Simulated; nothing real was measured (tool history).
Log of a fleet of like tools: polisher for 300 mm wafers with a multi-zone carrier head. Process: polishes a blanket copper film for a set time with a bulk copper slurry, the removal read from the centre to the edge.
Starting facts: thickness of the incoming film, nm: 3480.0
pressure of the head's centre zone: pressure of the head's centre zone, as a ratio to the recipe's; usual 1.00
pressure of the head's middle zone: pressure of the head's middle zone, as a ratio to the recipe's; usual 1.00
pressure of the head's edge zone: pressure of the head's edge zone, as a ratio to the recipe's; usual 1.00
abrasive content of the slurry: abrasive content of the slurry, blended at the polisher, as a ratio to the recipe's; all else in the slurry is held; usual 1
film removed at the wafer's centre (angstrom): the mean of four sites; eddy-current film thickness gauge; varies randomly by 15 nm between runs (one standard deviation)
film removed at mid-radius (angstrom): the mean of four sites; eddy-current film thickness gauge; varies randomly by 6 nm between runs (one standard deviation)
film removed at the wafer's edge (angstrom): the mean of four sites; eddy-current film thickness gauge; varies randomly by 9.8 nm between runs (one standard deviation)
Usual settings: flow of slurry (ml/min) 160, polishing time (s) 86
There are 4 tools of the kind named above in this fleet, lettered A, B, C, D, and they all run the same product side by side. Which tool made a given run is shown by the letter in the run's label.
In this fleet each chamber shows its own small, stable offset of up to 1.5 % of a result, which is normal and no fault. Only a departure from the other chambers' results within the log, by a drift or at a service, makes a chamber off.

run,hour,flow of slurry (ml/min),pressure of the head's centre zone,pressure of the head's middle zone,pressure of the head's edge zone,abrasive content of the slurry,polishing time (s),wafers polished on this pad,hours since the slurry nozzle was cleaned,hours since the centre zone pressure was calibrated,hours since the edge zone pressure was calibrated,film removed at the wafer's centre (angstrom),film removed at mid-radius (angstrom),film removed at the wafer's edge (angstrom)
# hour 4.5: chamber A: centre zone pressure recalibrated
1D,12.1,160,1.00,1.00,1.00,1,86,313,536.3,571.7,79.6,9829.6,9717.0,9865.9
# hour 19.7: chamber A: worn pad replaced by a new one
2C,22.3,160,1.00,1.00,1.00,1,86,930,233.4,341.7,427.9,9638.8,9631.3,9609.1
3B,30.2,160,1.00,1.00,1.00,1,86,583,46.1,1192.0,712.6,10279.0,9886.4,9612.8
# hour 32.5: chamber B: worn pad replaced by a new one
4A,38.6,160,1.00,1.00,1.00,1,86,148,313.5,34.2,1181.7,9833.1,9721.7,9731.3
5B,46.4,160,1.00,1.00,1.10,1,86,109,62.3,1208.2,728.8,9685.0,9846.1,10130.0
# hour 52.7: chamber C: centre zone pressure recalibrated
6A,54.0,160,1.00,1.00,1.10,1,86,269,328.9,49.6,1197.1,10022.0,9802.7,10146.0
7C,63.3,160,1.00,1.00,1.10,1,86,1252,274.4,10.7,468.9,9979.4,9727.3,9972.4
# hour 65.8: chamber D: worn pad replaced by a new one
# hour 68.2: chamber C: worn pad replaced by a new one
8D,73.6,160,1.00,1.00,1.10,1,86,61,597.8,633.2,141.1,9657.0,9780.4,10075.0
9C,83.4,160,1.00,1.00,1.00,1,86,119,294.5,30.8,489.0,9614.5,9811.5,9674.3
10A,90.3,160,1.00,1.00,1.00,1,86,554,365.2,85.9,1233.4,9748.9,9635.0,9571.4
11D,100.3,125,1.00,1.00,1.00,1,86,271,624.5,659.9,167.8,9269.4,9318.8,9269.1
12B,108.0,125,1.00,1.00,1.00,1,86,593,123.9,1269.8,790.4,9267.3,9458.9,9452.2
13D,115.2,125,1.00,1.00,1.00,1,86,388,639.4,674.8,182.7,9175.2,9190.3,9426.1
# hour 115.6: chamber B: worn pad replaced by a new one
# hour 118.2: chamber A: edge zone pressure recalibrated
14A,125.8,125,1.00,1.00,1.00,1,86,833,400.7,121.4,7.7,9048.7,9008.4,9272.3
# hour 130.5: chamber D: slurry nozzle cleaned
15C,132.1,160,1.00,0.95,1.09,1,86,502,343.2,79.5,537.7,9692.8,9307.1,10023.0
16B,144.0,160,1.00,0.95,1.09,1,86,223,159.9,1305.8,826.4,9684.8,9462.8,10125.0
# hour 148.0: chamber A: worn pad replaced by a new one
17A,150.0,160,1.00,0.95,1.09,1,86,16,424.9,145.6,31.9,9413.4,8913.9,9830.3
18D,160.7,160,1.00,0.95,1.09,1,86,745,30.3,720.3,228.2,9603.8,9153.7,10258.0
19C,172.4,160,1.00,1.00,1.00,1,86,818,383.5,119.8,578.0,9560.8,9711.6,9589.3
# hour 174.2: chamber D: worn pad replaced by a new one
20B,184.1,160,1.00,1.00,1.00,1,86,538,200.0,1345.9,866.5,9927.4,9850.0,9623.9
21D,190.6,160,1.08,1.00,1.00,1,86,129,60.2,750.2,258.1,10627.0,9757.9,9767.8
# hour 192.5: chamber B: worn pad replaced by a new one
22A,199.5,160,1.08,1.00,1.00,1,86,404,474.4,195.1,81.4,10129.0,9202.0,9316.1
23C,205.3,160,1.08,1.00,1.00,1,86,1076,416.4,152.7,610.9,10330.0,9737.3,9654.0
# hour 205.9: chamber C: worn pad replaced by a new one
24B,213.3,160,1.08,1.00,1.00,1,86,163,229.2,1375.1,895.7,10662.0,9901.8,9772.7
25B,223.9,160,1.00,1.00,1.00,1,86,247,239.8,1385.7,906.3,10011.0,9814.5,9626.2
26D,232.8,160,1.00,1.00,1.00,1,86,460,102.4,792.4,300.3,9527.7,9659.2,9663.1
27C,244.6,160,1.00,1.00,1.00,1,86,304,455.7,192.0,650.2,9497.6,9745.5,9777.5
28A,251.5,160,1.00,1.00,1.00,1,86,813,526.4,247.1,133.4,9007.7,8927.3,9112.6
29C,258.3,160,1.07,1.00,1.00,1,86,412,469.4,205.7,663.9,10478.0,9785.3,9731.3

For the next run the whole fleet of 4 chambers uses the same settings. Give each chamber's results:
30A,267.0,160,1.00,1.00,1.00,1,65,,,,,?,?,?
30B,267.0,160,1.00,1.00,1.00,1,65,,,,,?,?,?
30C,267.0,160,1.00,1.00,1.00,1,65,,,,,?,?,?
30D,267.0,160,1.00,1.00,1.00,1,65,,,,,?,?,?

run,film removed at the wafer's centre (angstrom),film removed at mid-radius (angstrom),film removed at the wafer's edge (angstrom)
30A,6602.5,6684.0,6948.2
30B,7469.3,7360.0,7489.8
30C,7255.3,7409.0,7288.0
30D,7310.6,7349.3,7326.4
